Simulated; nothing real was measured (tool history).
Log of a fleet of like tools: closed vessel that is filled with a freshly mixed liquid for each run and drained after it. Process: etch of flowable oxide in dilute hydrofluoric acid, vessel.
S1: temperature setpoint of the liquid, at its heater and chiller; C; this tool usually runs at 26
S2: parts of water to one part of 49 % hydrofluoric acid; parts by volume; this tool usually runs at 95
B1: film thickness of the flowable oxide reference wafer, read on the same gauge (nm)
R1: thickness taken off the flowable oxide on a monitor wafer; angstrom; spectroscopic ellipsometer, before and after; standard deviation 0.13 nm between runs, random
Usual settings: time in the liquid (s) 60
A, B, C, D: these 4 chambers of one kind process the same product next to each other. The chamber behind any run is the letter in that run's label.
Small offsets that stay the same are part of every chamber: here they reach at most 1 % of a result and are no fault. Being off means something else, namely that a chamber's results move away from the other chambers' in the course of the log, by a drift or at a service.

{"run": "1A", "hour": 3.9, "S1": 26, "S2": 95, "time in the liquid (s)": 60, "B1": 139.98, "R1": 180.71}
{"run": "2B", "hour": 12.6, "S1": 26, "S2": 95, "time in the liquid (s)": 60, "B1": 140, "R1": 185.54}
{"run": "3D", "hour": 17.6, "S1": 26, "S2": 95, "time in the liquid (s)": 60, "B1": 140, "R1": 183.6}
{"run": "4C", "hour": 25.2, "S1": 26, "S2": 95, "time in the liquid (s)": 60, "B1": 140.01, "R1": 183.85}
{"run": "5D", "hour": 30.3, "S1": 26, "S2": 95, "time in the liquid (s)": 60, "B1": 139.98, "R1": 184.46}
{"run": "6A", "hour": 37.7, "S1": 26, "S2": 95, "time in the liquid (s)": 60, "B1": 139.99, "R1": 183.25}
{"run": "7B", "hour": 42.6, "S1": 26, "S2": 95, "time in the liquid (s)": 60, "B1": 139.98, "R1": 183.6}
{"run": "8C", "hour": 47.1, "S1": 29, "S2": 70, "time in the liquid (s)": 60, "B1": 139.99, "R1": 292.34}
{"run": "9D", "hour": 53.0, "S1": 29, "S2": 70, "time in the liquid (s)": 60, "B1": 140, "R1": 295.38}
{"run": "10C", "hour": 60.3, "S1": 29, "S2": 70, "time in the liquid (s)": 60, "B1": 140, "R1": 296.22}
{"run": "11A", "hour": 68.8, "S1": 29, "S2": 70, "time in the liquid (s)": 60, "B1": 139.99, "R1": 286.8}
{"run": "12B", "hour": 76.7, "S1": 24, "S2": 95, "time in the liquid (s)": 60, "B1": 139.98, "R1": 169.67}
{"run": "13C", "hour": 84.2, "S1": 24, "S2": 95, "time in the liquid (s)": 60, "B1": 140.02, "R1": 169.25}
{"run": "14D", "hour": 91.8, "S1": 24, "S2": 95, "time in the liquid (s)": 60, "B1": 139.99, "R1": 168.58}
{"run": "15B", "hour": 95.9, "S1": 24, "S2": 95, "time in the liquid (s)": 60, "B1": 140.01, "R1": 172.44}
{"run": "16A", "hour": 102.1, "S1": 26, "S2": 95, "time in the liquid (s)": 60, "B1": 139.99, "R1": 182.42}
{"run": "17A", "hour": 107.2, "S1": 30, "S2": 95, "time in the liquid (s)": 60, "B1": 140.01, "R1": 210.09}
{"run": "18C", "hour": 115.6, "S1": 30, "S2": 95, "time in the liquid (s)": 60, "B1": 140, "R1": 216.02}
{"run": "19B", "hour": 122.9, "S1": 30, "S2": 95, "time in the liquid (s)": 60, "B1": 140.01, "R1": 215.03}
{"run": "20D", "hour": 129.7, "S1": 30, "S2": 95, "time in the liquid (s)": 60, "B1": 140.01, "R1": 219.12}
{"run": "21D", "hour": 134.7, "S1": 26, "S2": 95, "time in the liquid (s)": 60, "B1": 140.01, "R1": 185.55}
{"run": "22C", "hour": 142.4, "S1": 26, "S2": 95, "time in the liquid (s)": 60, "B1": 140, "R1": 182.81}
{"run": "23A", "hour": 147.8, "S1": 26, "S2": 95, "time in the liquid (s)": 60, "B1": 139.99, "R1": 182.27}
{"run": "24B", "hour": 156.1, "S1": 26, "S2": 95, "time in the liquid (s)": 60, "B1": 139.99, "R1": 186.07}
{"run": "25C", "hour": 164.3, "S1": 26, "S2": 95, "time in the liquid (s)": 60, "B1": 140.01, "R1": 184.01}
{"run": "26D", "hour": 170.8, "S1": 26, "S2": 95, "time in the liquid (s)": 60, "B1": 140, "R1": 184.87}
{"run": "27A", "hour": 176.0, "S1": 26, "S2": 95, "time in the liquid (s)": 60, "B1": 140, "R1": 180.55}
{"run": "28B", "hour": 180.3, "S1": 26, "S2": 95, "time in the liquid (s)": 60, "B1": 140.01, "R1": 184.89}
{"run": "29A", "hour": 187.7, "S1": 26, "S2": 95, "time in the liquid (s)": 60, "B1": 139.98, "R1": 182.95}
{"hour": 188.4, "done": "chamber C: hydrofluoric acid flow meter replaced"}
{"run": "30C", "hour": 193.4, "S1": 26, "S2": 95, "time in the liquid (s)": 60, "B1": 139.99, "R1": 183.22}
{"run": "31D", "hour": 201.0, "S1": 26, "S2": 95, "time in the liquid (s)": 60, "B1": 139.99, "R1": 186.12}
{"run": "32B", "hour": 205.6, "S1": 26, "S2": 95, "time in the liquid (s)": 80, "B1": 140.01, "R1": 248.26}
{"run": "33C", "hour": 210.1, "S1": 26, "S2": 95, "time in the liquid (s)": 80, "B1": 140, "R1": 246}
{"run": "34B", "hour": 215.5, "S1": 26, "S2": 95, "time in the liquid (s)": 80, "B1": 140.01, "R1": 243.87}

All chambers now run identical settings, listed one chamber a line with results as question marks. What results will each chamber show?
{"run": "35A", "hour": 221.7, "S1": 21, "S2": 95, "time in the liquid (s)": 60, "R1": "?"}
{"run": "35B", "hour": 221.7, "S1": 21, "S2": 95, "time in the liquid (s)": 60, "R1": "?"}
{"run": "35C", "hour": 221.7, "S1": 21, "S2": 95, "time in the liquid (s)": 60, "R1": "?"}
{"run": "35D", "hour": 221.7, "S1": 21, "S2": 95, "time in the liquid (s)": 60, "R1": "?"}

run=35A R1=148.5
run=35B R1=150.9
run=35C R1=149.23
run=35D R1=152.56

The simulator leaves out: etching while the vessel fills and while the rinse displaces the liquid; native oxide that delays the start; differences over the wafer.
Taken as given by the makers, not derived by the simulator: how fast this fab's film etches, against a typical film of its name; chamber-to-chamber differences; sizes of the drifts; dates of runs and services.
